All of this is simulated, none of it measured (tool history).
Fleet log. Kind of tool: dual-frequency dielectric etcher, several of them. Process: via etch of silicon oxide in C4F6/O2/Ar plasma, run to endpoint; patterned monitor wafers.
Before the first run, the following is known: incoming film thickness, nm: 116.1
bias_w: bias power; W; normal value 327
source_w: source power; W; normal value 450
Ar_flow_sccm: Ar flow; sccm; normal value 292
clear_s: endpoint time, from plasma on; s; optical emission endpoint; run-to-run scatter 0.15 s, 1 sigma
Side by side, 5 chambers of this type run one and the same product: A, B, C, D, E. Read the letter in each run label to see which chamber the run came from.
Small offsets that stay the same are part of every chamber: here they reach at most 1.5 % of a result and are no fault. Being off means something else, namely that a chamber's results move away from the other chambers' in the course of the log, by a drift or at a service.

run	hour	bias_w	source_w	Ar_flow_sccm	clear_s
1A	6.5	327	450	292	28.069
2B	9.9	327	450	292	28.408
3C	15.0	327	450	292	28.262
4D	20.5	327	450	292	28.258
5E	25.5	327	450	292	28.949
6B	30.9	327	450	292	28.489
7C	34.8	327	450	292	28.379
8E	40.2	327	450	292	28.959
9D	44.4	327	450	292	28.245
10A	51.6	327	450	292	28.254
11E	59.4	327	450	292	28.717
# hour 63.1: chamber E: wet clean of the chamber
12D	63.8	327	450	292	28.505
13C	69.0	327	450	292	28.339
14B	75.5	327	450	292	28.422
15A	81.2	327	450	292	28.186
16D	85.8	327	450	292	28.345
17E	93.3	327	450	292	28.663
18B	98.0	327	450	292	28.637
19C	102.8	377	450	292	26.757
20A	106.1	377	450	292	26.940
21D	113.9	377	450	292	26.965
22B	118.4	377	450	292	27.166
23C	124.9	377	450	292	27.148
24E	131.4	327	540	292	27.074
25A	137.4	327	540	292	26.549
26B	143.0	327	540	292	26.822
27C	149.3	327	540	292	26.468
28D	154.4	327	540	292	26.388
29E	158.5	327	450	292	28.516
30A	163.6	327	450	292	27.927
31D	171.1	255	450	328	30.980
32A	178.0	255	450	328	31.374
33B	183.9	255	450	328	31.524
34E	189.3	255	450	328	31.804
35C	196.7	255	450	328	31.234
36C	204.0	327	450	292	28.239
# hour 206.5: chamber A: wet clean of the chamber
37D	209.2	397	450	224	25.377
38A	212.8	397	450	224	25.559

Has any chamber moved away from the others, gradually or after a service, or does the common gauge drift, or do the chambers differ only by their own small steady offsets? State the chamber and the most likely cause if one applies.

All chambers stay in line apart from their small fixed offsets, and the gauge does not drift.
